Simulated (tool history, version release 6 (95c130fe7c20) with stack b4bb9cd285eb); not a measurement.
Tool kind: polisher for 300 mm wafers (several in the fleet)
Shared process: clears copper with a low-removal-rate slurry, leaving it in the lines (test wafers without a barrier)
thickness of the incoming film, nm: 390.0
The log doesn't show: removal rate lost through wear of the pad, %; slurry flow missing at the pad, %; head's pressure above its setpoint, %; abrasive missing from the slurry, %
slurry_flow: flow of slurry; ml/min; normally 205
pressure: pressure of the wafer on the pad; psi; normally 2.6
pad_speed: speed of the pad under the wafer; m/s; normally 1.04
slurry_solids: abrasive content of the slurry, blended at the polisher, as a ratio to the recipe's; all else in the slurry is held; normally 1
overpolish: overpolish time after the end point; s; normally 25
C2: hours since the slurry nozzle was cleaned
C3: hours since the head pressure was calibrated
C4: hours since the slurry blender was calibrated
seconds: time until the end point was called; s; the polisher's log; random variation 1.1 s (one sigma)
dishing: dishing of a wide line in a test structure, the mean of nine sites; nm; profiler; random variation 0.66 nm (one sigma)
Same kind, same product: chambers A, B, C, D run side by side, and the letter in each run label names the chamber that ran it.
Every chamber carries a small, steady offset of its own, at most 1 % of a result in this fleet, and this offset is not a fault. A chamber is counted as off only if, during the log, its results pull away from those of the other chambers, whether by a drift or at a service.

{"run": "1D", "hour": 9.1, "slurry_flow": 205, "pressure": 2.6, "pad_speed": 1.04, "slurry_solids": 1, "overpolish": 25, "wafers polished on this pad": 480, "C2": 37.4, "C3": 527, "C4": 67.7, "seconds": 124.98, "dishing": 47.677}
{"run": "2C", "hour": 15.3, "slurry_flow": 205, "pressure": 2.6, "pad_speed": 1.04, "slurry_solids": 1, "overpolish": 25, "wafers polished on this pad": 239, "C2": 36.1, "C3": 270.4, "C4": 125.3, "seconds": 124.82, "dishing": 47.498}
{"run": "3A", "hour": 20.5, "slurry_flow": 205, "pressure": 2.6, "pad_speed": 1.04, "slurry_solids": 1, "overpolish": 25, "wafers polished on this pad": 808, "C2": 71.8, "C3": 83.4, "C4": 432.5, "seconds": 126.23, "dishing": 48.555}
{"run": "4B", "hour": 27.0, "slurry_flow": 205, "pressure": 2.6, "pad_speed": 1.04, "slurry_solids": 1, "overpolish": 25, "wafers polished on this pad": 824, "C2": 97.9, "C3": 132.4, "C4": 49.2, "seconds": 125.02, "dishing": 48.069}
{"hour": 29.5, "done": "chamber D: head pressure recalibrated"}
{"run": "5D", "hour": 32.4, "slurry_flow": 205, "pressure": 2.6, "pad_speed": 1.04, "slurry_solids": 1, "overpolish": 25, "wafers polished on this pad": 625, "C2": 60.7, "C3": 2.9, "C4": 91, "seconds": 126.7, "dishing": 47.79}
{"hour": 35.0, "done": "chamber A: slurry blender recalibrated"}
{"run": "6B", "hour": 39.9, "slurry_flow": 205, "pressure": 2.6, "pad_speed": 1.04, "slurry_solids": 1, "overpolish": 25, "wafers polished on this pad": 905, "C2": 110.8, "C3": 145.3, "C4": 62.1, "seconds": 126.76, "dishing": 48.182}
{"hour": 43.5, "done": "chamber D: slurry blender recalibrated"}
{"run": "7C", "hour": 48.2, "slurry_flow": 205, "pressure": 2.6, "pad_speed": 1.04, "slurry_solids": 1, "overpolish": 25, "wafers polished on this pad": 444, "C2": 69, "C3": 303.3, "C4": 158.2, "seconds": 127.88, "dishing": 48.102}
{"hour": 49.5, "done": "chamber C: worn pad replaced by a new one"}
{"hour": 56.0, "done": "chamber D: worn pad replaced by a new one"}
{"run": "8A", "hour": 56.5, "slurry_flow": 205, "pressure": 2.6, "pad_speed": 1.04, "slurry_solids": 1, "overpolish": 25, "wafers polished on this pad": 1032, "C2": 107.8, "C3": 119.4, "C4": 21.6, "seconds": 124.86, "dishing": 48.411}
{"run": "9D", "hour": 63.4, "slurry_flow": 205, "pressure": 2.6, "pad_speed": 1.04, "slurry_solids": 1, "overpolish": 25, "wafers polished on this pad": 46, "C2": 91.7, "C3": 33.9, "C4": 19.9, "seconds": 126.62, "dishing": 48.706}
{"run": "10B", "hour": 72.7, "slurry_flow": 205, "pressure": 2.6, "pad_speed": 1.04, "slurry_solids": 1, "overpolish": 25, "wafers polished on this pad": 1109, "C2": 143.6, "C3": 178.1, "C4": 94.9, "seconds": 127.87, "dishing": 46.904}
{"run": "11A", "hour": 79.7, "slurry_flow": 205, "pressure": 2.6, "pad_speed": 0.72, "slurry_solids": 1, "overpolish": 25, "wafers polished on this pad": 1177, "C2": 131, "C3": 142.6, "C4": 44.8, "seconds": 181, "dishing": 36.034}
{"run": "12C", "hour": 84.0, "slurry_flow": 205, "pressure": 2.6, "pad_speed": 0.72, "slurry_solids": 1, "overpolish": 25, "wafers polished on this pad": 215, "C2": 104.8, "C3": 339.1, "C4": 194, "seconds": 180.26, "dishing": 35.331}
{"hour": 88.0, "done": "chamber A: worn pad replaced by a new one"}
{"run": "13B", "hour": 92.1, "slurry_flow": 205, "pressure": 2.6, "pad_speed": 0.72, "slurry_solids": 1, "overpolish": 25, "wafers polished on this pad": 1230, "C2": 163, "C3": 197.5, "C4": 114.3, "seconds": 183.98, "dishing": 35.532}
{"run": "14C", "hour": 97.5, "slurry_flow": 205, "pressure": 2.6, "pad_speed": 0.72, "slurry_solids": 1, "overpolish": 25, "wafers polished on this pad": 299, "C2": 118.3, "C3": 352.6, "C4": 207.5, "seconds": 183.49, "dishing": 35.835}
{"run": "15D", "hour": 106.3, "slurry_flow": 240, "pressure": 2.6, "pad_speed": 1.04, "slurry_solids": 1, "overpolish": 25, "wafers polished on this pad": 313, "C2": 134.6, "C3": 76.8, "C4": 62.8, "seconds": 123.06, "dishing": 49.126}
{"run": "16A", "hour": 115.0, "slurry_flow": 240, "pressure": 2.6, "pad_speed": 1.04, "slurry_solids": 1, "overpolish": 25, "wafers polished on this pad": 168, "C2": 166.3, "C3": 177.9, "C4": 80.1, "seconds": 123.42, "dishing": 49.527}
{"run": "17B", "hour": 123.3, "slurry_flow": 240, "pressure": 2.6, "pad_speed": 1.04, "slurry_solids": 1, "overpolish": 25, "wafers polished on this pad": 1424, "C2": 194.2, "C3": 228.7, "C4": 145.5, "seconds": 125.49, "dishing": 45.728}
{"run": "18C", "hour": 132.5, "slurry_flow": 240, "pressure": 2.6, "pad_speed": 1.04, "slurry_solids": 1, "overpolish": 25, "wafers polished on this pad": 517, "C2": 153.3, "C3": 387.6, "C4": 242.5, "seconds": 124.42, "dishing": 49.987}
{"hour": 134.1, "done": "chamber C: worn pad replaced by a new one"}
{"run": "19A", "hour": 138.5, "slurry_flow": 205, "pressure": 2.6, "pad_speed": 1.04, "slurry_solids": 1, "overpolish": 25, "wafers polished on this pad": 314, "C2": 189.8, "C3": 201.4, "C4": 103.6, "seconds": 125.26, "dishing": 47.603}
{"run": "20D", "hour": 148.1, "slurry_flow": 205, "pressure": 2.6, "pad_speed": 1.04, "slurry_solids": 1, "overpolish": 25, "wafers polished on this pad": 573, "C2": 176.4, "C3": 118.6, "C4": 104.6, "seconds": 126.78, "dishing": 48.058}
{"hour": 151.2, "done": "chamber D: slurry blender recalibrated"}
{"run": "21A", "hour": 153.0, "slurry_flow": 140, "pressure": 2.6, "pad_speed": 1.04, "slurry_solids": 1, "overpolish": 25, "wafers polished on this pad": 405, "C2": 204.3, "C3": 215.9, "C4": 118.1, "seconds": 132.45, "dishing": 45.891}
{"run": "22B", "hour": 160.5, "slurry_flow": 140, "pressure": 2.6, "pad_speed": 1.04, "slurry_solids": 1, "overpolish": 25, "wafers polished on this pad": 1656, "C2": 231.4, "C3": 265.9, "C4": 182.7, "seconds": 141.02, "dishing": 43.16}
{"run": "23D", "hour": 165.1, "slurry_flow": 140, "pressure": 2.6, "pad_speed": 1.04, "slurry_solids": 1, "overpolish": 25, "wafers polished on this pad": 679, "C2": 193.4, "C3": 135.6, "C4": 14, "seconds": 134.09, "dishing": 46.948}
{"run": "24C", "hour": 174.9, "slurry_flow": 140, "pressure": 2.6, "pad_speed": 1.04, "slurry_solids": 1, "overpolish": 25, "wafers polished on this pad": 254, "C2": 195.7, "C3": 430, "C4": 284.9, "seconds": 133.85, "dishing": 46.263}
{"run": "25D", "hour": 182.4, "slurry_flow": 205, "pressure": 2.6, "pad_speed": 1.04, "slurry_solids": 1, "overpolish": 25, "wafers polished on this pad": 787, "C2": 210.7, "C3": 152.9, "C4": 31.3, "seconds": 125.41, "dishing": 47.962}
{"run": "26B", "hour": 186.7, "slurry_flow": 205, "pressure": 2.6, "pad_speed": 1.04, "slurry_solids": 1, "overpolish": 25, "wafers polished on this pad": 1819, "C2": 257.6, "C3": 292.1, "C4": 208.9, "seconds": 135.31, "dishing": 44.895}
{"hour": 192.0, "done": "chamber D: slurry nozzle cleaned"}
{"run": "27A", "hour": 192.0, "slurry_flow": 205, "pressure": 2.6, "pad_speed": 1.04, "slurry_solids": 1, "overpolish": 25, "wafers polished on this pad": 648, "C2": 243.3, "C3": 254.9, "C4": 157.1, "seconds": 125.46, "dishing": 47.582}
{"run": "28C", "hour": 199.3, "slurry_flow": 205, "pressure": 2.6, "pad_speed": 1.04, "slurry_solids": 1, "overpolish": 25, "wafers polished on this pad": 406, "C2": 220.1, "C3": 454.4, "C4": 309.3, "seconds": 125.65, "dishing": 47.91}
{"run": "29B", "hour": 205.2, "slurry_flow": 205, "pressure": 2.6, "pad_speed": 1.04, "slurry_solids": 1, "overpolish": 25, "wafers polished on this pad": 1935, "C2": 276.1, "C3": 310.6, "C4": 227.4, "seconds": 136.39, "dishing": 44.48}
{"hour": 206.6, "done": "chamber D: worn pad replaced by a new one"}
{"hour": 210.9, "done": "chamber C: worn pad replaced by a new one"}
{"run": "30C", "hour": 212.3, "slurry_flow": 205, "pressure": 2.6, "pad_speed": 1.04, "slurry_solids": 1, "overpolish": 25, "wafers polished on this pad": 9, "C2": 233.1, "C3": 467.4, "C4": 322.3, "seconds": 126.95, "dishing": 47.732}
{"run": "31D", "hour": 219.9, "slurry_flow": 205, "pressure": 2.6, "pad_speed": 1.04, "slurry_solids": 1, "overpolish": 25, "wafers polished on this pad": 83, "C2": 28, "C3": 190.4, "C4": 68.8, "seconds": 126.07, "dishing": 47.851}
{"run": "32A", "hour": 227.9, "slurry_flow": 205, "pressure": 2.6, "pad_speed": 1.04, "slurry_solids": 1, "overpolish": 25, "wafers polished on this pad": 871, "C2": 279.2, "C3": 290.8, "C4": 193, "seconds": 125.47, "dishing": 47.395}
{"run": "33A", "hour": 232.4, "slurry_flow": 205, "pressure": 3.1, "pad_speed": 1.04, "slurry_solids": 1, "overpolish": 38, "wafers polished on this pad": 900, "C2": 283.7, "C3": 295.3, "C4": 197.5, "seconds": 105.6, "dishing": 73.097}
{"run": "34D", "hour": 241.4, "slurry_flow": 205, "pressure": 3.1, "pad_speed": 1.04, "slurry_solids": 1, "overpolish": 38, "wafers polished on this pad": 217, "C2": 49.5, "C3": 211.9, "C4": 90.3, "seconds": 105.03, "dishing": 73.751}

Has any chamber moved away from the others, gradually or after a service, or does the common gauge drift, or do the chambers differ only by their own small steady offsets? State the chamber and the most likely cause if one applies.

Little by little, chamber B moves away from the other chambers.
What lies behind it: removal rate lost through wear of the pad, % = 9.48.
The log may not tell that from: slurry flow missing at the pad, %; head's pressure below its setpoint, %; abrasive missing from the slurry, %.

Here are 4 candidates for chamber B's next run, each the usual settings with a change, their results left as question marks. Which one brings its results back in line with what the others give on the usual settings?
A result is in line if it is within this distance of the other chambers' mean on the usual settings: seconds 3.9 s; dishing 2.3 nm
{"run": "35B-1", "hour": 248.4, "slurry_flow": 205, "pressure": 2.4, "pad_speed": 0.94, "slurry_solids": 1, "overpolish": 25, "seconds": "?", "dishing": "?"}
{"run": "35B-2", "hour": 248.4, "slurry_flow": 205, "pressure": 2.7, "pad_speed": 1.1, "slurry_solids": 1, "overpolish": 25, "seconds": "?", "dishing": "?"}
{"run": "35B-3", "hour": 248.4, "slurry_flow": 210, "pressure": 2.9, "pad_speed": 1.14, "slurry_solids": 1, "overpolish": 25, "seconds": "?", "dishing": "?"}
{"run": "35B-4", "hour": 248.4, "slurry_flow": 205, "pressure": 2.5, "pad_speed": 0.98, "slurry_solids": 1, "overpolish": 25, "seconds": "?", "dishing": "?"}

Average result of the remaining chambers running the usual settings: seconds 125.82 s; dishing 47.996 nm
run=35B-1 seconds=167.22 dishing=37.818
run=35B-2 seconds=126.97 dishing=47.35
run=35B-3 seconds=113.78 dishing=51.74
run=35B-4 seconds=153.98 dishing=40.516
With 35B-2, the chamber falls back in line with the rest.
